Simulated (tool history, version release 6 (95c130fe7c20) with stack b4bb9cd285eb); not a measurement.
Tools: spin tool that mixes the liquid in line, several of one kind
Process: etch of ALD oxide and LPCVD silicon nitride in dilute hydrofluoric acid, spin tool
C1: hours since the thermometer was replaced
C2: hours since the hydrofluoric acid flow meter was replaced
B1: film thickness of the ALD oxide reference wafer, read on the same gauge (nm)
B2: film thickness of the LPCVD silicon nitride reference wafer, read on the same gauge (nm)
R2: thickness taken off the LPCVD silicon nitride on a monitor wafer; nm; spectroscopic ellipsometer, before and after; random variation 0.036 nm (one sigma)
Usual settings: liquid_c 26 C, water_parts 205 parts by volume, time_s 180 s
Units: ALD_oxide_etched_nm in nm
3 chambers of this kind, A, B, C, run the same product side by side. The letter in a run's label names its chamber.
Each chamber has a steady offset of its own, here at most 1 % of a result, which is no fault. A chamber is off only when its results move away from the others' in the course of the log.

run 1C hour=5.8 | liquid_c=26 water_parts=205 time_s=180 | C1=613.6 C2=1271.7 | B1=69.992 B2=130 | ALD_oxide_etched_nm=9.4633 R2=0.55029
run 2A hour=13.4 | liquid_c=26 water_parts=205 time_s=180 | C1=1025.7 C2=447.4 | B1=69.997 B2=130.02 | ALD_oxide_etched_nm=9.5865 R2=0.48984
run 3B hour=19.4 | liquid_c=26 water_parts=205 time_s=180 | C1=1468.7 C2=96.5 | B1=70.011 B2=130 | ALD_oxide_etched_nm=9.5407 R2=0.59526
run 4B hour=24.8 | liquid_c=26 water_parts=205 time_s=180 | C1=1474.1 C2=101.9 | B1=69.997 B2=130.02 | ALD_oxide_etched_nm=9.6371 R2=0.54464
run 5C hour=29.8 | liquid_c=26 water_parts=205 time_s=180 | C1=637.6 C2=1295.7 | B1=70.02 B2=130.04 | ALD_oxide_etched_nm=9.5871 R2=0.61231
run 6A hour=36.7 | liquid_c=26 water_parts=205 time_s=180 | C1=1049 C2=470.7 | B1=69.998 B2=129.99 | ALD_oxide_etched_nm=9.6376 R2=0.52205
run 7A hour=41.4 | liquid_c=26 water_parts=110 time_s=180 | C1=1053.7 C2=475.4 | B1=70.003 B2=129.98 | ALD_oxide_etched_nm=20.346 R2=1.0592
run 8B hour=48.6 | liquid_c=26 water_parts=110 time_s=180 | C1=1497.9 C2=125.7 | B1=70.01 B2=130.01 | ALD_oxide_etched_nm=19.604 R2=1.0606
run 9C hour=53.4 | liquid_c=26 water_parts=110 time_s=180 | C1=661.2 C2=1319.3 | B1=69.996 B2=129.98 | ALD_oxide_etched_nm=19.554 R2=0.88454
run 10B hour=58.8 | liquid_c=26 water_parts=205 time_s=180 | C1=1508.1 C2=135.9 | B1=69.986 B2=129.99 | ALD_oxide_etched_nm=9.5814 R2=0.58154
run 11C hour=66 | liquid_c=26 water_parts=205 time_s=215 | C1=673.8 C2=1331.9 | B1=70.008 B2=129.99 | ALD_oxide_etched_nm=11.318 R2=0.65549
run 12A hour=73 | liquid_c=26 water_parts=205 time_s=215 | C1=1085.3 C2=507 | B1=69.985 B2=130 | ALD_oxide_etched_nm=11.529 R2=0.64029
run 13A hour=79.3 | liquid_c=26 water_parts=205 time_s=215 | C1=1091.6 C2=513.3 | B1=69.995 B2=130.02 | ALD_oxide_etched_nm=11.478 R2=0.63427
run 14C hour=86 | liquid_c=26 water_parts=205 time_s=220 | C1=693.8 C2=1351.9 | B1=70.006 B2=130 | ALD_oxide_etched_nm=11.508 R2=0.63766
run 15B hour=92.5 | liquid_c=26 water_parts=205 time_s=220 | C1=1541.8 C2=169.6 | B1=70.014 B2=129.99 | ALD_oxide_etched_nm=11.7 R2=0.76663
run 16A hour=97.7 | liquid_c=26 water_parts=205 time_s=220 | C1=1110 C2=531.7 | B1=70 B2=130.01 | ALD_oxide_etched_nm=11.759 R2=0.67816
run 17C hour=104.9 | liquid_c=26 water_parts=205 time_s=180 | C1=712.7 C2=1370.8 | B1=69.991 B2=130.02 | ALD_oxide_etched_nm=9.4603 R2=0.55799
run 18B hour=110 | liquid_c=26 water_parts=285 time_s=265 | C1=1559.3 C2=187.1 | B1=69.991 B2=130 | ALD_oxide_etched_nm=9.2903 R2=0.64075
run 19B hour=114.6 | liquid_c=26 water_parts=285 time_s=265 | C1=1563.9 C2=191.7 | B1=70.008 B2=130 | ALD_oxide_etched_nm=9.2425 R2=0.61392
run 20C hour=121.4 | liquid_c=26 water_parts=285 time_s=265 | C1=729.2 C2=1387.3 | B1=69.981 B2=129.97 | ALD_oxide_etched_nm=9.2938 R2=0.58795
run 21A hour=126.1 | liquid_c=26 water_parts=205 time_s=180 | C1=1138.4 C2=560.1 | B1=69.982 B2=130.03 | ALD_oxide_etched_nm=9.6518 R2=0.63369
run 22B hour=130.2 | liquid_c=26 water_parts=120 time_s=110 | C1=1579.5 C2=207.3 | B1=70.001 B2=129.99 | ALD_oxide_etched_nm=10.867 R2=0.59124
run 23C hour=134.4 | liquid_c=26 water_parts=120 time_s=110 | C1=742.2 C2=1400.3 | B1=69.993 B2=130 | ALD_oxide_etched_nm=10.832 R2=0.55455
run 24A hour=140.9 | liquid_c=26 water_parts=120 time_s=110 | C1=1153.2 C2=574.9 | B1=70.007 B2=130.01 | ALD_oxide_etched_nm=11.098 R2=0.6248
run 25C hour=146.9 | liquid_c=22.5 water_parts=240 time_s=180 | C1=754.7 C2=1412.8 | B1=69.992 B2=130.02 | ALD_oxide_etched_nm=6.9321 R2=0.41963
run 26A hour=152.4 | liquid_c=22.5 water_parts=240 time_s=180 | C1=1164.7 C2=586.4 | B1=70.011 B2=130.01 | ALD_oxide_etched_nm=6.9787 R2=0.35382
run 27B hour=157 | liquid_c=22.5 water_parts=240 time_s=180 | C1=1606.3 C2=234.1 | B1=70.003 B2=130 | ALD_oxide_etched_nm=6.9426 R2=0.42381
run 28C hour=165.5 | liquid_c=26 water_parts=205 time_s=180 | C1=773.3 C2=1431.4 | B1=70.003 B2=129.97 | ALD_oxide_etched_nm=9.5608 R2=0.63545
run 29A hour=170.2 | liquid_c=26 water_parts=205 time_s=180 | C1=1182.5 C2=604.2 | B1=70.008 B2=129.96 | ALD_oxide_etched_nm=9.6375 R2=0.54692
run 30B hour=177.7 | liquid_c=26 water_parts=205 time_s=180 | C1=1627 C2=254.8 | B1=69.996 B2=130.02 | ALD_oxide_etched_nm=9.5726 R2=0.53266
run 31A hour=184.2 | liquid_c=26 water_parts=205 time_s=180 | C1=1196.5 C2=618.2 | B1=70.018 B2=130.01 | ALD_oxide_etched_nm=9.6787 R2=0.51837
run 32C hour=191.6 | liquid_c=26 water_parts=205 time_s=180 | C1=799.4 C2=1457.5 | B1=69.997 B2=130.03 | ALD_oxide_etched_nm=9.5532 R2=0.59002
-- hour=195.5 chamber A: hydrofluoric acid flow meter replaced
run 33B hour=200.1 | liquid_c=26 water_parts=205 time_s=180 | C1=1649.4 C2=277.2 | B1=69.988 B2=129.97 | ALD_oxide_etched_nm=9.5199 R2=0.58789
run 34A hour=206.6 | liquid_c=26 water_parts=205 time_s=180 | C1=1218.9 C2=11.2 | B1=70.028 B2=129.99 | ALD_oxide_etched_nm=9.7708 R2=0.53054
run 35B hour=215.1 | liquid_c=26 water_parts=205 time_s=180 | C1=1664.4 C2=292.2 | B1=70 B2=130.04 | ALD_oxide_etched_nm=9.4875 R2=0.5924

Next, every chamber runs the same settings. What will each give?
run 36A hour=221.4 | liquid_c=30.5 water_parts=205 time_s=180 | ALD_oxide_etched_nm=? R2=?
run 36B hour=221.4 | liquid_c=30.5 water_parts=205 time_s=180 | ALD_oxide_etched_nm=? R2=?
run 36C hour=221.4 | liquid_c=30.5 water_parts=205 time_s=180 | ALD_oxide_etched_nm=? R2=?

run=36A ALD_oxide_etched_nm=11.221 R2=0.72822
run=36B ALD_oxide_etched_nm=11.224 R2=0.71953
run=36C ALD_oxide_etched_nm=11.142 R2=0.67749
